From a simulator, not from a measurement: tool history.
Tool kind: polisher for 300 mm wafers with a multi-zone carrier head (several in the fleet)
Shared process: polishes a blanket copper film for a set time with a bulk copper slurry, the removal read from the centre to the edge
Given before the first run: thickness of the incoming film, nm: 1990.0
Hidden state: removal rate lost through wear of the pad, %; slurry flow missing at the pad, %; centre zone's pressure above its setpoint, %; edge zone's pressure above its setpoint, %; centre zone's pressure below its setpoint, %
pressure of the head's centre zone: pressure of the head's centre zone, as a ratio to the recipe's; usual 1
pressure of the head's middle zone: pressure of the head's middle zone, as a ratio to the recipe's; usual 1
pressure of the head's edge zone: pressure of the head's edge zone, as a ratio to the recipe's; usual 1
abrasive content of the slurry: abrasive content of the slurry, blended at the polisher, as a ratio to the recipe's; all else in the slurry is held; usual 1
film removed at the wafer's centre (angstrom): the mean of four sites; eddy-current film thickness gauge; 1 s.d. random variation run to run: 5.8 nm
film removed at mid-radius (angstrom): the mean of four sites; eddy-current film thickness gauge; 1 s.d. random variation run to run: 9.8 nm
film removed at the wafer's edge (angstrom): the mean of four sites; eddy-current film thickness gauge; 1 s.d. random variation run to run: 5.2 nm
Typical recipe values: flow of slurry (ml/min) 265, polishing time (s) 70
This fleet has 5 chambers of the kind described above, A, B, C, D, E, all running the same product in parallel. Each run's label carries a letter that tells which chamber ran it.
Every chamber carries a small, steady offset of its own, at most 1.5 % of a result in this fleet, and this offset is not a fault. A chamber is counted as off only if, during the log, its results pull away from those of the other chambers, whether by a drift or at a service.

run	day	flow of slurry (ml/min)	pressure of the head's centre zone	pressure of the head's middle zone	pressure of the head's edge zone	abrasive content of the slurry	polishing time (s)	wafers polished on this pad	hours since the slurry nozzle was cleaned	hours since the centre zone pressure was calibrated	hours since the edge zone pressure was calibrated	film removed at the wafer's centre (angstrom)	film removed at mid-radius (angstrom)	film removed at the wafer's edge (angstrom)
# day 0.404: chamber B: slurry nozzle cleaned
1E	0.525	265	1	1	1	1	70	798	468.6	1243	587.6	7772.7	7805.3	7761.5
2A	0.846	265	1	1	1	1	70	327	205.9	241.9	61.4	7814.2	7829.5	7855.2
3D	1.408	265	1	1	1	1	70	453	588.8	394.1	381.3	7809.8	7849.2	7934.9
4C	1.971	265	1	1	1	1	70	601	350.4	407.5	61.5	7808.2	7876.4	7737.5
5B	2.538	265	1	1	1	1	70	755	51.3	88	502.7	7783.8	7741.3	7957.1
# day 2.733: chamber C: worn pad replaced by a new one
6A	2.988	265	1	1	1	1	50	869	257.3	293.3	112.8	5663.8	5514.7	5584
# day 3.467: chamber D: slurry nozzle cleaned
7C	3.533	265	1	1	1	1	50	203	387.9	445	99	5637.7	5617.8	5559.4
8B	4.046	265	1	1	1	1	50	1137	87.5	124.2	538.9	5544.5	5648	5654.5
# day 4.112: chamber D: worn pad replaced by a new one
# day 4.217: chamber A: worn pad replaced by a new one
# day 4.358: chamber B: worn pad replaced by a new one
9D	4.65	265	1	1	1	1	50	136	28.4	471.9	459.1	5497.7	5581.7	5639.2
10E	5.142	265	1	1	1	1	50	1967	579.4	1353.8	698.4	5454.8	5534.9	5467.6
11B	5.712	265	1	1	1	1	70	343	127.5	164.2	578.9	7697.7	7862.7	7853.8
12E	6.071	265	1	1	1	1	70	2202	601.7	1376.1	720.7	7683.9	7698.7	7729.1
13C	6.383	265	1	1	1	1	70	925	456.3	513.4	167.4	7830.1	7980.7	7754.8
# day 6.583: chamber C: worn pad replaced by a new one
14A	6.917	265	1	1	1	1	70	683	351.6	387.6	207.1	7864.6	7954.2	7798.1
15D	7.25	265	1	1	1	1	70	795	90.8	534.3	521.5	7750	7816.7	7855.4
# day 7.654: chamber E: centre zone pressure recalibrated
# day 7.7: chamber D: worn pad replaced by a new one
16A	7.733	265	1	1	1	1	70	890	371.2	407.2	226.7	7795.2	7769	7758.7
# day 7.808: chamber A: worn pad replaced by a new one
17E	8.042	265	1	1	1	1	70	2701	649	9.3	768	7727	7673.6	7742.2
18C	8.45	265	1	1	1	1	70	473	505.9	563	217	7804.6	7911.7	7734.6
# day 8.6: chamber B: worn pad replaced by a new one
19B	9.021	265	1	1	1	1	70	107	206.9	243.6	658.3	7852.5	7748.3	7926.2
20D	9.55	265	1	1	1	1	70	469	146	589.5	576.7	7961	7760.3	7911.6
# day 9.742: chamber C: worn pad replaced by a new one
21D	10.133	265	1	1	1	1	70	617	160	603.5	590.7	7815	7660.6	7961
# day 10.288: chamber A: centre zone pressure recalibrated
22B	10.396	265	1	1	1	1	70	455	239.9	276.6	691.3	7807.2	7964.7	7882
# day 10.454: chamber D: centre zone pressure recalibrated
23E	10.8	265	1	1	1	1	70	3399	715.2	75.5	834.2	7650.9	7697.7	7540.2
24C	11.371	265	1	1	1	1	70	412	576	633.1	287.1	7771	7777.5	7824.5
# day 11.617: chamber D: worn pad replaced by a new one
25A	11.638	265	1	0.9	1	1	70	970	464.9	32.5	320.4	7783.6	7160.7	7725.2
# day 11.938: chamber A: worn pad replaced by a new one
26D	11.938	265	1	0.9	1	1	70	82	203.3	35.6	634	7791.2	7198.1	7889.3
27A	12.5	265	1	0.9	1	1	70	142	485.6	53.2	341.1	7825.4	7232.5	7914.1
# day 12.717: chamber C: worn pad replaced by a new one
# day 12.762: chamber B: worn pad replaced by a new one
28B	12.817	265	1	0.9	1	1	70	14	298	334.7	749.4	7706.3	7159.1	7883.5
29E	13.233	265	1	0.9	1	1	70	4015	773.6	133.9	892.6	7509.1	6925	7544.6
30C	13.662	265	1	1	1	1	70	240	631	688.1	342.1	7921.8	7782	7777.9
# day 13.979: chamber C: edge zone pressure recalibrated
# day 14.104: chamber B: slurry nozzle cleaned
31B	14.25	265	1	1	1	1	70	376	3.6	369.1	783.8	7805.7	7870	7863.9
32E	14.746	265	1	1	1	1	70	4398	809.9	170.2	928.9	7653.3	7638.5	7564.7
# day 15.246: chamber D: worn pad replaced by a new one
33C	15.312	265	1	1	1	1	70	658	670.6	727.7	32	7843.2	7815.4	7786.7
# day 15.517: chamber A: worn pad replaced by a new one
34A	15.658	265	1	1	1	1	70	36	561.4	129	416.9	8015.6	8037	7841.9
35D	16.254	265	1	1	1	1	70	256	306.9	139.2	737.6	7764.3	7751	7907.3
36E	16.792	305	1	1	0.89	1	70	4916	859	219.3	978	7660.4	7653.7	7178.7

Has any chamber moved away from the others, gradually or after a service, or does the common gauge drift, or do the chambers differ only by their own small steady offsets? State the chamber and the most likely cause if one applies.

Little by little, chamber E moves away from the other chambers.
Likeliest cause: removal rate lost through wear of the pad, % = 4.14.
From this log alone, it may not be told apart from: slurry flow missing at the pad, %.

Below are 4 candidate recipes for chamber E's next run, each the usual settings with a change, their results shown as question marks. Which of them brings E's results back in line with what the other chambers give on the usual settings?
Maximum distance from the other chambers' mean on the usual settings for a result to count as in line: film removed at the wafer's centre (angstrom) 200; film removed at mid-radius (angstrom) 340; film removed at the wafer's edge (angstrom) 180
37E-1	17.225	265	1	0.99	1.01	1	76					?	?	?
37E-2	17.225	265	1	1	1	1	67					?	?	?
37E-3	17.225	265	1	1.01	0.99	1	64					?	?	?
37E-4	17.225	265	1	1	1	1	73					?	?	?

Mean of the other chambers on the usual settings: film removed at the wafer's centre (angstrom) 7826.5; film removed at mid-radius (angstrom) 7829.8; film removed at the wafer's edge (angstrom) 7841.4
run	film removed at the wafer's centre (angstrom)	film removed at mid-radius (angstrom)	film removed at the wafer's edge (angstrom)
37E-1	8146.3	8111.6	8172.3
37E-2	7182.2	7216.6	7165.7
37E-3	6861.1	6956.1	6807.6
37E-4	7825.3	7862.8	7807.4
37E-4 is the one that brings the chamber's results back in line with the other chambers.
